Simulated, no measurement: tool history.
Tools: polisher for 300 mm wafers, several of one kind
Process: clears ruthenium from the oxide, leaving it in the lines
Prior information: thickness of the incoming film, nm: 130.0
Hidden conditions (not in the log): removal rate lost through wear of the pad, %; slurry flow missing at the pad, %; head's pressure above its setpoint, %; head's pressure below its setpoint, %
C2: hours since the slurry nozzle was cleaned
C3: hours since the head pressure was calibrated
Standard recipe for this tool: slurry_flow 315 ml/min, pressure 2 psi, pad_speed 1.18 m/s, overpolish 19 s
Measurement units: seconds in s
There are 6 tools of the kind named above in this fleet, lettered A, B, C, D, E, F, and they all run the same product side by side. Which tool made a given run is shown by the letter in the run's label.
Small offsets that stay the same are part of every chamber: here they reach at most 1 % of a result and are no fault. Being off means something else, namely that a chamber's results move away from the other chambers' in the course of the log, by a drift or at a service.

At hour 4.9: chamber F: head pressure recalibrated.
At hour 8.8: chamber A: worn pad replaced by a new one.
Run 1E, hour 9.8: usual settings; wafers polished on this pad 480; C2 181.5; C3 241.4. Result: seconds 86.632 s.
Run 2F, hour 24.1: usual settings; wafers polished on this pad 754; C2 679.2; C3 19.2. Result: seconds 86.99 s.
At hour 32.1: chamber F: worn pad replaced by a new one.
At hour 34.8: chamber B: worn pad replaced by a new one.
Run 3A, hour 36.3: usual settings; wafers polished on this pad 258; C2 298.3; C3 490.9. Result: seconds 87.111 s.
At hour 41.1: chamber D: worn pad replaced by a new one.
Run 4B, hour 48.8: usual settings; wafers polished on this pad 131; C2 94.5; C3 875.3. Result: seconds 86.374 s.
Run 5D, hour 56: usual settings; wafers polished on this pad 139; C2 129.3; C3 355.8. Result: seconds 85.738 s.
At hour 57.7: chamber C: worn pad replaced by a new one.
Run 6C, hour 66: usual settings; wafers polished on this pad 78; C2 247.8; C3 466.2. Result: seconds 86.548 s.
At hour 69.5: chamber E: worn pad replaced by a new one.
Run 7A, hour 73.5: usual settings; wafers polished on this pad 606; C2 335.5; C3 528.1. Result: seconds 86.547 s.
Run 8E, hour 86.2: usual settings; wafers polished on this pad 156; C2 257.9; C3 317.8. Result: seconds 86.66 s.
Run 9C, hour 93: usual settings; wafers polished on this pad 331; C2 274.8; C3 493.2. Result: seconds 87.025 s.
At hour 103.7: chamber A: worn pad replaced by a new one.
Run 10F, hour 106.4: usual settings but pad_speed 0.96 m/s; wafers polished on this pad 696; C2 761.5; C3 101.5. Result: seconds 106.44 s.
Run 11D, hour 117.2: usual settings but pad_speed 0.96 m/s; wafers polished on this pad 712; C2 190.5; C3 417. Result: seconds 106.27 s.
At hour 119.9: chamber F: worn pad replaced by a new one.
Run 12B, hour 130: usual settings but pad_speed 0.96 m/s; wafers polished on this pad 891; C2 175.7; C3 956.5. Result: seconds 106.61 s.
Run 13B, hour 139.3: usual settings but pad_speed 0.96 m/s; wafers polished on this pad 979; C2 185; C3 965.8. Result: seconds 105.06 s.
At hour 145.1: chamber E: slurry nozzle cleaned.
Run 14D, hour 153.6: usual settings but pad_speed 0.96 m/s; wafers polished on this pad 1053; C2 226.9; C3 453.4. Result: seconds 106.74 s.
At hour 162.9: chamber D: worn pad replaced by a new one.
At hour 163.1: chamber C: worn pad replaced by a new one.
Run 15C, hour 164.7: usual settings but pad_speed 0.96 m/s; wafers polished on this pad 15; C2 346.5; C3 564.9. Result: seconds 107.69 s.
At hour 166.5: chamber B: worn pad replaced by a new one.
At hour 168.2: chamber A: slurry nozzle cleaned.
At hour 170.3: chamber E: worn pad replaced by a new one.
Run 16A, hour 175: usual settings; wafers polished on this pad 668; C2 6.8; C3 629.6. Result: seconds 86.322 s.
Run 17F, hour 187.8: usual settings; wafers polished on this pad 636; C2 842.9; C3 182.9. Result: seconds 86.7 s.
At hour 196.4: chamber A: worn pad replaced by a new one.
Run 18E, hour 199.3: usual settings; wafers polished on this pad 271; C2 54.3; C3 430.9. Result: seconds 88.148 s.
At hour 205.4: chamber F: worn pad replaced by a new one.
Run 19F, hour 211: usual settings; wafers polished on this pad 53; C2 866.1; C3 206.1. Result: seconds 86.63 s.
Run 20D, hour 219.6: usual settings; wafers polished on this pad 531; C2 292.9; C3 519.4. Result: seconds 86.437 s.
Run 21C, hour 233: usual settings; wafers polished on this pad 655; C2 414.8; C3 633.2. Result: seconds 86.212 s.
Run 22E, hour 245.1: usual settings; wafers polished on this pad 700; C2 100.1; C3 476.7. Result: seconds 86.42 s.
Run 23A, hour 254.4: usual settings; wafers polished on this pad 544; C2 86.2; C3 709. Result: seconds 85.71 s.
At hour 258.2: chamber E: worn pad replaced by a new one.
Run 24B, hour 266.2: usual settings; wafers polished on this pad 934; C2 311.9; C3 1092.7. Result: seconds 86.379 s.
At hour 268: chamber C: worn pad replaced by a new one.
At hour 272.3: chamber D: worn pad replaced by a new one.
At hour 278.1: chamber B: worn pad replaced by a new one.
Run 25F, hour 280.3: usual settings; wafers polished on this pad 702; C2 935.4; C3 275.4. Result: seconds 86.833 s.
At hour 290.4: chamber E: head pressure recalibrated.
Run 26B, hour 291.6: usual settings; wafers polished on this pad 126; C2 337.3; C3 1118.1. Result: seconds 84.921 s.
At hour 292.8: chamber D: slurry nozzle cleaned.
At hour 300.6: chamber F: worn pad replaced by a new one.
At hour 300.9: chamber A: worn pad replaced by a new one.
Run 27C, hour 305.2: usual settings; wafers polished on this pad 348; C2 487; C3 705.4. Result: seconds 87.411 s.
Run 28E, hour 313.5: usual settings but pressure 1.7 psi, overpolish 27 s; wafers polished on this pad 518; C2 168.5; C3 23.1. Result: seconds 95.506 s.
At hour 324.7: chamber A: head pressure recalibrated.
Run 29A, hour 327: usual settings but pressure 1.7 psi, overpolish 27 s; wafers polished on this pad 244; C2 158.8; C3 2.3. Result: seconds 102.28 s.
Run 30D, hour 334.9: usual settings but pressure 1.7 psi, overpolish 27 s; wafers polished on this pad 587; C2 42.1; C3 634.7. Result: seconds 100.94 s.
At hour 339: chamber F: slurry nozzle cleaned.
Run 31F, hour 350: usual settings but pressure 1.7 psi, overpolish 27 s; wafers polished on this pad 463; C2 11; C3 345.1. Result: seconds 102.07 s.
At hour 355.7: chamber E: worn pad replaced by a new one.
Run 32E, hour 358.4: usual settings but pressure 1.7 psi, overpolish 27 s; wafers polished on this pad 25; C2 213.4; C3 68. Result: seconds 94.78 s.
Run 33B, hour 367.1: usual settings but pressure 1.7 psi, overpolish 27 s; wafers polished on this pad 834; C2 412.8; C3 1193.6. Result: seconds 100.61 s.
Run 34C, hour 378.9: usual settings; wafers polished on this pad 1039; C2 560.7; C3 779.1. Result: seconds 85.845 s.
At hour 379.8: chamber C: worn pad replaced by a new one.
At hour 384.2: chamber D: worn pad replaced by a new one.
Run 35D, hour 392.5: usual settings; wafers polished on this pad 78; C2 99.7; C3 692.3. Result: seconds 86.952 s.
At hour 394.5: chamber A: worn pad replaced by a new one.
At hour 404.3: chamber B: worn pad replaced by a new one.
Run 36A, hour 406.5: usual settings; wafers polished on this pad 112; C2 238.3; C3 81.8. Result: seconds 86.142 s.
At hour 410.2: chamber F: worn pad replaced by a new one.
Run 37A, hour 421.4: usual settings; wafers polished on this pad 252; C2 253.2; C3 96.7. Result: seconds 87.611 s.
Run 38B, hour 429.2: usual settings; wafers polished on this pad 234; C2 474.9; C3 1255.7. Result: seconds 86.423 s.
At hour 432: chamber B: slurry nozzle cleaned.
Run 39F, hour 439.7: usual settings; wafers polished on this pad 277; C2 100.7; C3 434.8. Result: seconds 86.765 s.
Run 40E, hour 453.5: usual settings; wafers polished on this pad 916; C2 308.5; C3 163.1. Result: seconds 81.311 s.
Run 41C, hour 465.1: usual settings; wafers polished on this pad 799; C2 646.9; C3 865.3. Result: seconds 87.714 s.
Run 42D, hour 479.9: usual settings; wafers polished on this pad 897; C2 187.1; C3 779.7. Result: seconds 85.558 s.
Run 43D, hour 491: usual settings; wafers polished on this pad 1000; C2 198.2; C3 790.8. Result: seconds 85.079 s.
Run 44B, hour 502.4: usual settings but slurry_flow 375 ml/min, overpolish 12 s; wafers polished on this pad 919; C2 70.5; C3 1328.9. Result: seconds 84.196 s.

The same settings go to every chamber for the next run, one line per chamber below. Forecast the results for each:
Run 45A, hour 513.2: usual settings. Result: seconds ?.
Run 45B, hour 513.2: usual settings. Result: seconds ?.
Run 45C, hour 513.2: usual settings. Result: seconds ?.
Run 45D, hour 513.2: usual settings. Result: seconds ?.
Run 45E, hour 513.2: usual settings. Result: seconds ?.
Run 45F, hour 513.2: usual settings. Result: seconds ?.

run  seconds
45A   86.723
45B   85.604
45C   88.131
45D   86.775
45E   80.479
45F   87.147
